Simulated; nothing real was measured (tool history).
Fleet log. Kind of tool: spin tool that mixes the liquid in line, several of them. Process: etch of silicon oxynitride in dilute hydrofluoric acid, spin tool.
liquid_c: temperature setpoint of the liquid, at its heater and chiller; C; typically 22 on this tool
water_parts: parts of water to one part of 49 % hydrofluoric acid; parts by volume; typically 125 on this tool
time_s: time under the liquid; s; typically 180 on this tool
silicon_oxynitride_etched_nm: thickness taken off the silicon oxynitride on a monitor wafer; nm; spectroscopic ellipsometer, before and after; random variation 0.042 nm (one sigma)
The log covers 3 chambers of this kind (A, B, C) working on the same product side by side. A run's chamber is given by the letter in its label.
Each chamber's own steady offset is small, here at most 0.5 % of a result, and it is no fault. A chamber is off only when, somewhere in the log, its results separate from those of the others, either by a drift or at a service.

| run | hour | liquid_c | water_parts | time_s | hours since the thermometer was replaced | hours since the hydrofluoric acid flow meter was replaced | read-back film thickness of the silicon oxynitride reference wafer, read on the same gauge (nm) | silicon_oxynitride_etched_nm |
|---|---|---|---|---|---|---|---|---|
| 1C | 8.5 | 22 | 125 | 180 | 588.3 | 755.6 | 99.989 | 6.1826 |
|  | 11.3 | chamber B: hydrofluoric acid flow meter replaced |
| 2A | 19.2 | 22 | 125 | 180 | 1407.2 | 1319.6 | 99.998 | 6.1358 |
| 3B | 26.6 | 22 | 125 | 180 | 2030.6 | 15.3 | 100.010 | 6.1049 |
| 4B | 32.6 | 22 | 125 | 180 | 2036.6 | 21.3 | 99.989 | 6.1354 |
| 5A | 43.5 | 22 | 125 | 180 | 1431.5 | 1343.9 | 100.020 | 6.1967 |
| 6C | 56.2 | 22 | 125 | 180 | 636.0 | 803.3 | 100.030 | 6.1116 |
| 7B | 65.4 | 22 | 125 | 180 | 2069.4 | 54.1 | 100.010 | 6.1716 |
| 8C | 71.2 | 27 | 70 | 180 | 651.0 | 818.3 | 99.997 | 14.8220 |
| 9A | 80.3 | 27 | 70 | 180 | 1468.3 | 1380.7 | 99.980 | 14.5610 |
| 10A | 89.1 | 27 | 70 | 180 | 1477.1 | 1389.5 | 100.010 | 14.5130 |
| 11B | 99.8 | 22 | 125 | 180 | 2103.8 | 88.5 | 99.982 | 6.1169 |
| 12C | 108.5 | 22 | 125 | 180 | 688.3 | 855.6 | 99.961 | 6.2879 |
| 13B | 119.9 | 22 | 125 | 180 | 2123.9 | 108.6 | 99.997 | 6.1639 |
| 14A | 129.6 | 22 | 125 | 180 | 1517.6 | 1430.0 | 100.030 | 6.1020 |
| 15C | 141.4 | 24 | 125 | 240 | 721.2 | 888.5 | 99.994 | 9.3424 |
| 16B | 147.3 | 24 | 125 | 240 | 2151.3 | 136.0 | 99.985 | 9.0262 |
|  | 156.7 | chamber B: thermometer replaced |
| 17A | 159.7 | 24 | 125 | 240 | 1547.7 | 1460.1 | 99.999 | 8.9456 |
| 18C | 166.5 | 22 | 125 | 180 | 746.3 | 913.6 | 99.996 | 6.5284 |
| 19B | 179.4 | 22 | 125 | 180 | 22.7 | 168.1 | 99.991 | 6.1850 |
| 20C | 189.4 | 22 | 155 | 235 | 769.2 | 936.5 | 100.010 | 6.7209 |

Next, every chamber runs the same settings. What will each give?
| 21A | 198.7 | 22 | 125 | 285 |  |  |  | ? |
| 21B | 198.7 | 22 | 125 | 285 |  |  |  | ? |
| 21C | 198.7 | 22 | 125 | 285 |  |  |  | ? |

| run | silicon_oxynitride_etched_nm |
|---|---|
| 21A | 9.8557 |
| 21B | 9.6657 |
| 21C | 10.4150 |

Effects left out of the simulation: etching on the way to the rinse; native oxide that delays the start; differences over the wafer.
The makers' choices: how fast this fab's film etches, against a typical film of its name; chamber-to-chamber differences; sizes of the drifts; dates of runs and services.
